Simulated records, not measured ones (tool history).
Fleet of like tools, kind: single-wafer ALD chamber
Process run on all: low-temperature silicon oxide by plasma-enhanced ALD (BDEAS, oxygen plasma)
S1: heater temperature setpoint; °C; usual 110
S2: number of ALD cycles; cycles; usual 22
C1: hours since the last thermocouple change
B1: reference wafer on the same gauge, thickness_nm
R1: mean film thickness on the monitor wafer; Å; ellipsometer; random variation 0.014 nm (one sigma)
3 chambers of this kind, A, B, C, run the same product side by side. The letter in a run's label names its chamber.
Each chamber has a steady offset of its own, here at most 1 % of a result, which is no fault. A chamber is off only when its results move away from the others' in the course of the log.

run	hour	S1	S2	C1	B1	R1
1A	4.3	110	22	532.8	3.3987	31.108
2C	7	110	22	1839.6	3.4012	30.703
3B	10.6	110	22	1343.9	3.3973	30.602
4B	16	110	22	1349.3	3.3975	30.808
5A	19.9	110	22	548.4	3.3994	30.893
6C	24.9	119	22	1857.5	3.397	30.063
7C	27.7	119	22	1860.3	3.4005	29.818
8A	33.7	119	22	562.2	3.4017	30.493
9B	40	110	22	1373.3	3.4007	30.672
10C	44.3	116	18	1876.9	3.3971	24.617
11A	49.8	116	18	578.3	3.4006	24.78
12B	55.5	116	18	1388.8	3.398	24.761
13A	59.3	97	25	587.8	3.401	35.993
14C	63.3	97	25	1895.9	3.3994	35.732
15B	69.8	97	25	1403.1	3.3984	35.599
16C	76	110	22	1908.6	3.4005	30.792
17B	81.1	110	22	1414.4	3.4037	30.593
18A	86.6	110	22	615.1	3.3967	30.877
19B	91.1	110	22	1424.4	3.3998	30.64
20A	95.2	110	22	623.7	3.4	30.917
21C	101.2	110	22	1933.8	3.3999	30.467
22B	107.6	110	22	1440.9	3.3986	30.852
23C	112.2	110	22	1944.8	3.4014	30.652
24A	118.3	110	22	646.8	3.3968	31.029
25C	121.9	110	22	1954.5	3.398	30.52
26B	126.3	110	22	1459.6	3.4007	30.742

What goes on in this fleet: one chamber off, a drifting gauge, or nothing beyond the chambers' own small offsets? Name the chamber and the cause, if any.

Beyond each chamber's small constant offset nothing stands out, and the gauge stays steady.
